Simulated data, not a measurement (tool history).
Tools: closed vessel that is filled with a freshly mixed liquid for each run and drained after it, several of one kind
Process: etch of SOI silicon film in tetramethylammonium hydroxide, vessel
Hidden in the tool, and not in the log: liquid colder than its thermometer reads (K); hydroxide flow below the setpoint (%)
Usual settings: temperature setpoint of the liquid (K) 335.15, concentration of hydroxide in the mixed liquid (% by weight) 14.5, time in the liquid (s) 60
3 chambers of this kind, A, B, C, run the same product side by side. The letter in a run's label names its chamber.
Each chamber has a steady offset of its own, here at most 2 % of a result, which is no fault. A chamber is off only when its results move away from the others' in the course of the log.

run   hour  temperature setpoint of the liquid (K)  concentration of hydroxide in the mixed liquid (% by weight)  time in the liquid (s)  hours since the thermometer was replaced  hours since the hydroxide flow meter was replaced  read-back film thickness of the SOI silicon film reference wafer, read on the same gauge (nm)  thickness taken off the SOI silicon film on a monitor wafer (angstrom)
 1C    5.9                                  335.15                                                          14.5                      60                                    2641.5                                             1737.1                                                                                         129.98                                                                  2221.4
 2B   13.8                                  335.15                                                          14.5                      60                                       346                                              960.4                                                                                         130.02                                                                  2238.3
 3A   22.2                                  335.15                                                          14.5                      60                                     589.2                                              391.9                                                                                         130.06                                                                  2298.1
      29.7  -- chamber C: thermometer replaced
 4B   31.6                                  335.15                                                          14.5                      60                                     363.8                                              978.2                                                                                         130.01                                                                  2211.6
 5A   39.4                                  332.65                                                          14.5                      85                                     606.4                                              409.1                                                                                            130                                                                  2770.2
 6C     47                                  332.65                                                          14.5                      85                                      17.3                                             1778.2                                                                                         129.99                                                                  2726.1
 7C   53.7                                  332.65                                                          14.5                      85                                        24                                             1784.9                                                                                         130.03                                                                  2726.3
 8B   58.4                                  335.15                                                          14.5                      60                                     390.6                                               1005                                                                                         130.03                                                                  2218.2
 9A   63.9                                  335.15                                                          14.5                      60                                     630.9                                              433.6                                                                                            130                                                                  2259.9
10B     70                                  335.15                                                          14.5                      60                                     402.2                                             1016.6                                                                                         129.99                                                                  2225.5
11C   77.3                                  335.15                                                          12.5                      60                                      47.6                                             1808.5                                                                                         129.98                                                                    2406
12A   86.7                                  335.15                                                          12.5                      60                                     653.7                                              456.4                                                                                            130                                                                  2469.2
13B   95.2                                  335.15                                                          12.5                      60                                     427.4                                             1041.8                                                                                            130                                                                  2391.4
14A  102.5                                  335.15                                                          14.5                      60                                     669.5                                              472.2                                                                                         129.98                                                                  2288.4
15C  111.2                                  335.15                                                          14.5                      60                                      81.5                                             1842.4                                                                                         129.98                                                                  2265.9
16B  120.2                                  335.15                                                          14.5                      60                                     452.4                                             1066.8                                                                                         129.97                                                                  2220.5
17A  126.6                                  335.15                                                          14.5                      60                                     693.6                                              496.3                                                                                         130.01                                                                  2224.1
       132  -- chamber C: hydroxide flow meter replaced
18C  135.1                                  335.15                                                          14.5                      60                                     105.4                                                3.2                                                                                         129.98                                                                    2252
19B  139.7                                  335.15                                                          14.5                      60                                     471.9                                             1086.3                                                                                         129.97                                                                  2224.5
20A  146.7                                  335.15                                                          14.5                      60                                     713.7                                              516.4                                                                                         129.99                                                                  2209.5
21C  153.4                                  335.15                                                          14.5                      60                                     123.7                                               21.5                                                                                         130.01                                                                  2224.1
22A  158.3                                  335.15                                                          14.5                      60                                     725.3                                                528                                                                                         129.99                                                                  2180.2
23C  165.4                                  335.15                                                          14.5                      60                                     135.7                                               33.5                                                                                         129.98                                                                  2233.2
24B  174.9                                  335.15                                                          14.5                      60                                     507.1                                             1121.5                                                                                         130.02                                                                  2221.6
25C  179.3                                  335.15                                                          16.5                      35                                     149.6                                               47.4                                                                                         130.02                                                                  1244.4
26A  187.5                                  335.15                                                          16.5                      35                                     754.5                                              557.2                                                                                            130                                                                  1195.8
27B  192.5                                  335.15                                                          16.5                      35                                     524.7                                             1139.1                                                                                         129.94                                                                    1240
28A  199.6                                  335.15                                                          14.5                      60                                     766.6                                              569.3                                                                                         129.97                                                                    2128
29C  207.9                                  335.15                                                          14.5                      60                                     178.2                                                 76                                                                                         130.05                                                                  2238.4
30B  214.7                                  335.15                                                          14.5                      60                                     546.9                                             1161.3                                                                                         130.02                                                                  2229.6
31C  224.5                                  335.15                                                          14.5                      60                                     194.8                                               92.6                                                                                         129.99                                                                  2256.4

Next, every chamber runs the same settings. What will each give?
32A  231.6                                  338.15                                                          14.5                      60                                                                                                                                                                                                                                                                   ?
32B  231.6                                  338.15                                                          14.5                      60                                                                                                                                                                                                                                                                   ?
32C  231.6                                  338.15                                                          14.5                      60                                                                                                                                                                                                                                                                   ?

run  thickness taken off the SOI silicon film on a monitor wafer (angstrom)
32A                                                                  2542.3
32B                                                                  2699.3
32C                                                                  2713.6

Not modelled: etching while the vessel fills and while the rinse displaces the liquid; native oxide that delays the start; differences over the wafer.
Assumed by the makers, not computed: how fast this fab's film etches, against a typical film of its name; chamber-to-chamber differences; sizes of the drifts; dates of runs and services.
